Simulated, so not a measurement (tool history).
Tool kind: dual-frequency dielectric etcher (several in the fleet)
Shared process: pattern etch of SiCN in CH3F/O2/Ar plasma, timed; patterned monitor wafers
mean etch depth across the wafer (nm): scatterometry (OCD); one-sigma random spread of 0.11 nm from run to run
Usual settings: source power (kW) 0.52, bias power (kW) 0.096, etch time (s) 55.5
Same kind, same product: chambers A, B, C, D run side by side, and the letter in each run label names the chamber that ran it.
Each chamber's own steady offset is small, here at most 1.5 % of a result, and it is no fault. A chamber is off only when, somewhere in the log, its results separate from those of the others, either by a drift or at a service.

run,hour,source power (kW),bias power (kW),etch time (s),"read-back reference wafer on the same gauge, depth_nm",mean etch depth across the wafer (nm)
1D,7.1,0.52,0.096,55.5,24.276,25.391
2C,13.1,0.52,0.096,55.5,24.292,25.956
3B,21.9,0.52,0.096,55.5,24.312,25.825
4A,27.7,0.52,0.096,55.5,24.311,25.639
5C,36.3,0.52,0.096,55.5,24.287,25.815
6D,44.2,0.52,0.096,55.5,24.299,25.516
7B,50.1,0.62,0.096,55.5,24.299,27.564
8A,55.4,0.62,0.096,55.5,24.275,27.392
9A,64.2,0.62,0.096,55.5,24.307,27.568
10C,72.2,0.62,0.096,55.5,24.308,27.454
11D,79.6,0.52,0.096,55.5,24.313,25.44
12B,87.6,0.52,0.096,67,24.303,31.079
13A,92.9,0.52,0.096,67,24.302,31.039
14B,102.3,0.52,0.096,67,24.292,31.197
15D,108.5,0.52,0.096,67,24.31,30.636
16C,117.4,0.52,0.096,55.5,24.322,25.726
17C,122.2,0.52,0.096,55.5,24.302,25.466
18B,127.9,0.52,0.079,55.5,24.267,24.02
19D,132.1,0.52,0.079,55.5,24.268,23.724
20A,137,0.52,0.079,55.5,24.306,23.849
21B,144,0.52,0.079,55.5,24.316,24.027
22D,150.8,0.52,0.096,55.5,24.312,25.351
23C,156.7,0.52,0.096,55.5,24.321,25.549
# hour 161.7: chamber A: wet clean of the chamber
24A,166,0.52,0.096,55.5,24.291,25.372
25A,171.3,0.52,0.096,55.5,24.293,25.474
26C,177.3,0.52,0.096,55.5,24.273,25.524
27D,182.6,0.52,0.096,55.5,24.292,25.637
28B,189.1,0.52,0.096,55.5,24.291,25.944
29C,198.5,0.52,0.096,55.5,24.305,25.635
30D,204.4,0.52,0.096,55.5,24.306,25.398
31A,213.8,0.52,0.096,55.5,24.291,25.514
32B,219.6,0.52,0.096,55.5,24.288,25.606
33B,223.8,0.52,0.096,55.5,24.305,25.85
34C,230.2,0.52,0.096,55.5,24.279,25.823
35D,234.9,0.52,0.096,55.5,24.287,25.52

Which is it: a chamber that has drifted or been left off by a service, a gauge drift common to all chambers, or only each chamber's usual small offset? If a chamber is off, name it and its likeliest cause.

No chamber stands off beyond its own small offset, and the gauge holds steady.
